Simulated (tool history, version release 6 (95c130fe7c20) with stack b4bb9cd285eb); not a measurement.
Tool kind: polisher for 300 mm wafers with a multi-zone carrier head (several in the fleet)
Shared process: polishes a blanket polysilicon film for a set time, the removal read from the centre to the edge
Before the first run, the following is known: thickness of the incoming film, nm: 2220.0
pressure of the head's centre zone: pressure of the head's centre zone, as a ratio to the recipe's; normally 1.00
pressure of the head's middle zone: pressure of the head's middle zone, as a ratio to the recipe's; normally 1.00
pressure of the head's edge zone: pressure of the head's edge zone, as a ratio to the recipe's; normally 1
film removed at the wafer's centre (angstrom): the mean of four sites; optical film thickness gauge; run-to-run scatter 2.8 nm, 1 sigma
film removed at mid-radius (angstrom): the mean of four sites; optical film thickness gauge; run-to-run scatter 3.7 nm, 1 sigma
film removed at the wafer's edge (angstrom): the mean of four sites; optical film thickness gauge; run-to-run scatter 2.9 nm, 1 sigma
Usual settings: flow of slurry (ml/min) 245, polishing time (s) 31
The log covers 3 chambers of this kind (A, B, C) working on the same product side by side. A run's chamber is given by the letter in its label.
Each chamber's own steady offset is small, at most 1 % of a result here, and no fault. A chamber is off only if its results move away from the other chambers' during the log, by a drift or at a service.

run,hour,flow of slurry (ml/min),pressure of the head's centre zone,pressure of the head's middle zone,pressure of the head's edge zone,polishing time (s),film removed at the wafer's centre (angstrom),film removed at mid-radius (angstrom),film removed at the wafer's edge (angstrom)
1A,6.9,245,1.00,1.00,1,31,2936.5,2947.5,2959.4
2C,15.3,245,1.00,1.00,1,31,2970.1,2976.7,2932.2
3B,27.1,245,1.00,1.00,1,31,2938.7,3010.0,2989.5
# hour 30.9: chamber C: slurry nozzle cleaned
4A,38.3,245,1.00,1.00,1,31,2901.7,2955.6,3015.6
5B,48.6,245,1.00,1.00,1,31,2927.8,2966.3,2950.3
6C,54.4,165,1.00,1.00,1,37,3266.4,3399.5,3399.2
# hour 57.2: chamber B: worn pad replaced by a new one
7C,59.8,165,1.00,1.00,1,37,3262.4,3447.2,3384.8
8B,66.9,165,1.00,1.00,1,37,3251.9,3340.9,3399.8
9A,72.9,245,1.00,1.00,1,31,2906.3,2962.6,2911.5
10A,78.7,245,1.00,1.00,1,31,2964.0,2946.9,2961.0
# hour 82.2: chamber A: worn pad replaced by a new one
11B,88.3,245,1.00,1.00,1,31,2889.7,3013.0,2963.1
12C,97.1,245,1.00,1.00,1,31,2886.5,2996.8,2951.2
# hour 103.6: chamber C: worn pad replaced by a new one
13A,105.5,245,1.00,1.00,1,31,2938.0,2952.3,2902.9
14B,117.6,245,0.95,1.00,1,39,3530.3,3761.3,3684.6
15C,129.4,245,0.95,1.00,1,39,3449.6,3776.6,3699.3
# hour 135.9: chamber B: slurry nozzle cleaned
16B,137.0,245,0.95,1.00,1,39,3518.1,3729.4,3754.7
17A,147.6,245,1.00,1.00,1,31,2967.4,2951.5,2982.7
18C,154.8,245,1.00,1.00,1,31,2906.6,2959.1,2976.2
19B,160.3,245,1.00,1.00,1,31,2914.8,2920.8,2954.9
# hour 168.1: chamber B: worn pad replaced by a new one
20C,169.6,245,1.00,0.96,1,25,2350.5,2286.1,2388.4
21A,177.1,245,1.00,0.96,1,25,2378.4,2333.0,2399.9
22A,187.9,245,1.00,0.96,1,25,2382.5,2303.7,2385.3
23B,199.8,245,1.00,1.00,1,31,2955.0,2908.8,2952.9
# hour 200.9: chamber A: centre zone pressure recalibrated
24C,211.6,245,1.00,1.00,1,31,2943.5,3023.7,2962.9
# hour 218.3: chamber C: worn pad replaced by a new one
25C,220.5,245,1.00,1.00,1,31,2937.3,2979.1,2897.6
# hour 222.2: chamber A: slurry nozzle cleaned
26B,232.1,245,1.00,1.00,1,31,2931.4,2952.4,2891.3
27A,240.8,245,1.00,1.00,1,31,2966.0,2959.5,2962.2
# hour 241.5: chamber A: worn pad replaced by a new one
28C,248.4,245,1.00,1.00,1,31,2971.4,3001.8,2944.2
# hour 256.2: chamber B: worn pad replaced by a new one
29A,257.5,245,1.00,0.92,1,40,3796.5,3530.5,3874.3
30B,266.9,245,1.00,0.92,1,40,3801.0,3584.5,3843.2
31B,272.6,245,1.00,0.92,1,40,3816.1,3595.8,3828.4
32C,279.5,245,1.00,1.00,1,31,2927.6,2939.5,2961.1
33A,291.3,245,1.00,1.00,1,31,2918.1,2961.2,2951.1

Decide between three cases: one chamber stands off from its peers, the gauge reading all wafers drifts, or nothing is wrong past each chamber's small offset. Where a chamber is off, say which and what most likely put it there.

Beyond each chamber's small constant offset nothing stands out, and the gauge stays steady.
